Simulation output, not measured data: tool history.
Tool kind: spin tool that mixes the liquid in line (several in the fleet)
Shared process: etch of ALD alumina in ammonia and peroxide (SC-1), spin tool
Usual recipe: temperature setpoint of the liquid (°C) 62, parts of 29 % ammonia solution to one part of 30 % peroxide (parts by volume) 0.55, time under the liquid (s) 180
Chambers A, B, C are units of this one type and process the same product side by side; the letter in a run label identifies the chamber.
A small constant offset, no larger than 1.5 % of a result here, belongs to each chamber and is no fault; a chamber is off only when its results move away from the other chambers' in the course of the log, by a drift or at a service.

run,hour,temperature setpoint of the liquid (°C),parts of 29 % ammonia solution to one part of 30 % peroxide (parts by volume),time under the liquid (s),"read-back film thickness of the ALD alumina reference wafer, read on the same gauge (nm)",thickness taken off the ALD alumina on a monitor wafer (angstrom)
1A,5,62,0.55,180,29.984,149.26
# hour 5.3: chamber C: heated supply line repaired
2C,13.1,62,0.55,180,30.007,146.94
3B,22,62,0.55,180,30.008,146.03
4C,29.3,62,0.55,180,29.979,147.03
5B,34.8,62,0.8,180,30.001,149.17
6A,43.9,62,0.8,180,30.029,154.93
# hour 47.6: chamber A: ammonia flow meter replaced
7B,52.1,62,0.8,180,29.979,152.36
8C,61,62,0.55,180,30.004,146.85
9A,70.4,62,0.55,180,30.028,148.28
10C,76.6,62,0.55,180,29.999,149.09
11A,86.1,62,0.55,180,29.994,146.73
12B,94.8,62,0.55,180,29.988,151.12
13B,104,62,0.55,180,29.99,151.64
14A,109.2,62,0.55,180,30.041,148.12
15C,119.1,62,0.55,180,29.994,146.51
16C,126.6,62,0.7,255,29.996,212.63
17A,133.2,62,0.7,255,30.013,215.78
18B,141.4,62,0.7,255,29.972,227.21
19B,146.6,62,0.55,180,29.97,156.78
20C,153,62,0.55,180,29.991,146.74
21A,158.5,62,0.55,180,29.999,145.85
22A,162.9,62,0.55,180,29.992,148.05
23B,167.4,62,0.55,180,30,162.1
24C,176.7,62,0.55,180,30.003,145.32
25B,183.8,62,0.55,180,29.97,162.73
26A,188,62,0.55,180,29.964,150.1

All 3 chambers run these settings next. Forecast each chamber's results:
27A,195.1,62,0.55,180,,?
27B,195.1,62,0.55,180,,?
27C,195.1,62,0.55,180,,?

run,thickness taken off the ALD alumina on a monitor wafer (angstrom)
27A,147.49
27B,164.14
27C,148.12
